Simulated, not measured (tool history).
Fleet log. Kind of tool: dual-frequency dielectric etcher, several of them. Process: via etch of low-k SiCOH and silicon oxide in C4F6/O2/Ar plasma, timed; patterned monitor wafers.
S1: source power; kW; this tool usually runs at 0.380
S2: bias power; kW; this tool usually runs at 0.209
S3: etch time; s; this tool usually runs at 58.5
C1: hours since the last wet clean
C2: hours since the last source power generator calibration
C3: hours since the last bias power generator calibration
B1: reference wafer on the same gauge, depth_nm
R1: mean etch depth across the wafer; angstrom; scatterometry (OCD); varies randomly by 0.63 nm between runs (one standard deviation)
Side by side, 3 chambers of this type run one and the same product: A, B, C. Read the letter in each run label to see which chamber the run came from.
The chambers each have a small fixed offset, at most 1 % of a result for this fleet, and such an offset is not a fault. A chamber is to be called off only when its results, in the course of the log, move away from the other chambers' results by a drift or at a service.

run     day     S1     S2    S3     C1      C2      C3      B1      R1
      0.471  -- chamber B: bias power generator calibrated
 1B   0.617  0.380  0.209  58.5  211.3   299.6     3.5  187.88  1574.9
 2A   1.121  0.380  0.209  58.5  366.7   668.4  2751.9  188.02  1574.4
 3C   1.779  0.380  0.209  58.5  129.7  4170.7  2104.3  187.99  1551.4
 4C   2.450  0.380  0.209  58.5  145.8  4186.8  2120.4  188.14  1556.5
 5B   2.842  0.380  0.209  58.5  264.7   353.0    56.9  187.85  1565.2
 6A   3.379  0.380  0.209  58.5  420.9   722.6  2806.1  187.92  1581.0
 7B   3.754  0.380  0.209  58.5  286.6   374.9    78.8  188.08  1550.9
 8C   4.350  0.380  0.209  58.5  191.4  4232.4  2166.0  188.18  1558.3
 9A   4.683  0.380  0.209  58.5  452.2   753.9  2837.4  187.94  1580.2
10A   5.304  0.380  0.209  58.5  467.1   768.8  2852.3  188.02  1579.0
11C   5.738  0.460  0.228  58.5  224.7  4265.7  2199.3  188.24  1720.8
12B   6.333  0.460  0.228  58.5  348.5   436.8   140.7  188.03  1741.2
      6.675  -- chamber A: wet clean of the chamber
13A   6.912  0.460  0.228  58.5    5.8   807.4  2890.9  187.99  1737.8
14C   7.300  0.380  0.209  66.0  262.2  4303.2  2236.8  188.05  1764.7
15B   7.667  0.380  0.209  66.0  380.5   468.8   172.7  187.81  1772.4
      8.229  -- chamber C: source power generator calibrated
16B   8.288  0.380  0.209  66.0  395.4   483.7   187.6  188.11  1772.2
17C   8.704  0.380  0.209  58.5  295.9    11.4  2270.5  187.82  1550.7
18A   9.317  0.340  0.158  58.5   63.5   865.1  2948.6  188.10  1377.7
19B   9.962  0.340  0.158  58.5  435.6   523.9   227.8  188.21  1373.1
20A  10.412  0.340  0.158  58.5   89.8   891.4  2974.9  188.05  1381.1
21C  11.050  0.380  0.209  58.5  352.2    67.7  2326.8  187.98  1549.1
22C  11.388  0.380  0.209  58.5  360.3    75.8  2334.9  188.17  1565.2

Is one chamber out of step, is the gauge drifting, or do the chambers differ by no more than their own small offsets? For an off chamber, give its letter and the likeliest cause.

All chambers stay in line apart from their small fixed offsets, and the gauge does not drift.

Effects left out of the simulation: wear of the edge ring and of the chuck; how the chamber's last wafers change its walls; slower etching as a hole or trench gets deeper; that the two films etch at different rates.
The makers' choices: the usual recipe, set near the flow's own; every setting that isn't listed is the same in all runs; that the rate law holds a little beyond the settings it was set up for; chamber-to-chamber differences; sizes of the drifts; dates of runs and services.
